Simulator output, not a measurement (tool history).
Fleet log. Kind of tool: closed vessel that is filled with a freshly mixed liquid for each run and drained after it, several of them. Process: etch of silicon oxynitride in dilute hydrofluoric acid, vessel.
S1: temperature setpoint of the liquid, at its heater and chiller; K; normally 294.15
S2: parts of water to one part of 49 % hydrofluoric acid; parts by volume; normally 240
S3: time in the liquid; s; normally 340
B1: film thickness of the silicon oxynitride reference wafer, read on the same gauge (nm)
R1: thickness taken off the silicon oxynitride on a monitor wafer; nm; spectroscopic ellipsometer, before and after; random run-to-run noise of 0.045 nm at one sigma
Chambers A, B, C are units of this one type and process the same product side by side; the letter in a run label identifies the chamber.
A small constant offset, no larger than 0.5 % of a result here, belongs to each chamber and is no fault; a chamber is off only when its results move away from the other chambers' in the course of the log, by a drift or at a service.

run,hour,S1,S2,S3,B1,R1
1A,4.0,294.15,240,340,100.010,5.3722
2C,9.2,294.15,240,340,100.020,5.3252
3B,15.4,294.15,240,340,99.981,5.3396
4A,19.7,294.15,240,340,100.030,5.4617
# hour 23.7: chamber C: hydrofluoric acid flow meter replaced
5C,23.8,294.15,240,340,99.990,5.2942
6B,27.0,294.15,240,255,100.040,3.9874
7C,31.3,294.15,240,255,100.000,4.0533
8A,36.0,294.15,240,255,99.992,4.0507
9B,41.9,294.15,240,340,99.963,5.4040
10A,46.1,294.15,240,340,100.030,5.4039
11C,49.3,294.15,240,340,99.981,5.3734
12B,52.7,294.15,240,340,100.020,5.3938
13B,56.7,294.15,240,340,99.982,5.2993
14C,62.7,294.15,240,340,100.010,5.2859
15A,65.9,294.15,240,340,99.994,5.3268
16C,72.3,297.15,195,340,99.996,7.8073
17B,75.5,297.15,195,340,100.020,7.7383
18A,82.2,297.15,195,340,99.982,7.5805
19A,88.0,294.15,240,340,99.999,5.2726
20B,91.3,294.15,240,340,100.040,5.3828
21C,97.2,294.15,170,230,99.990,5.3141
22B,104.0,294.15,170,230,99.996,5.3331
23C,110.9,294.15,170,230,99.987,5.2912
24A,116.8,294.15,240,340,100.030,5.1934
25C,123.2,294.15,240,340,100.010,5.3075
26B,129.6,294.15,170,340,100.010,7.8812
27A,133.8,294.15,170,340,100.000,7.5441
28C,138.4,294.15,170,340,99.967,7.9069
29A,142.3,294.15,240,205,99.996,3.0223
30B,148.8,294.15,240,205,99.995,3.2108
31A,153.0,294.15,240,205,100.000,3.1093
32C,156.1,294.15,240,340,100.020,5.2760
33B,160.3,294.15,240,340,100.000,5.3011

One chamber off, gauge drift, or nothing amiss beyond the chambers' own small offsets? If it is a chamber, which one, and what is the likeliest cause?

Little by little, chamber A moves away from the other chambers.
Likeliest cause: hydrofluoric acid flow below the setpoint (%) = 5.7.
The log may not separate it from: liquid colder than its thermometer reads (K).

Here are 4 candidates for chamber A's next run, each the usual settings with a change, their results left as question marks. Which one brings its results back in line with what the others give on the usual settings?
Maximum distance from the other chambers' mean on the usual settings for a result to count as in line: R1 0.1600 nm
34A-1,165.3,294.65,240,375,,?
34A-2,165.3,294.15,240,320,,?
34A-3,165.3,294.15,230,340,,?
34A-4,165.3,294.15,240,305,,?

The other chambers' mean on the usual settings: R1 5.3299 nm
run,R1
34A-1,5.6832
34A-2,4.7427
34A-3,5.2907
34A-4,4.5204
The right change is 34A-3: it brings the chamber back within the allowed miss of the others.
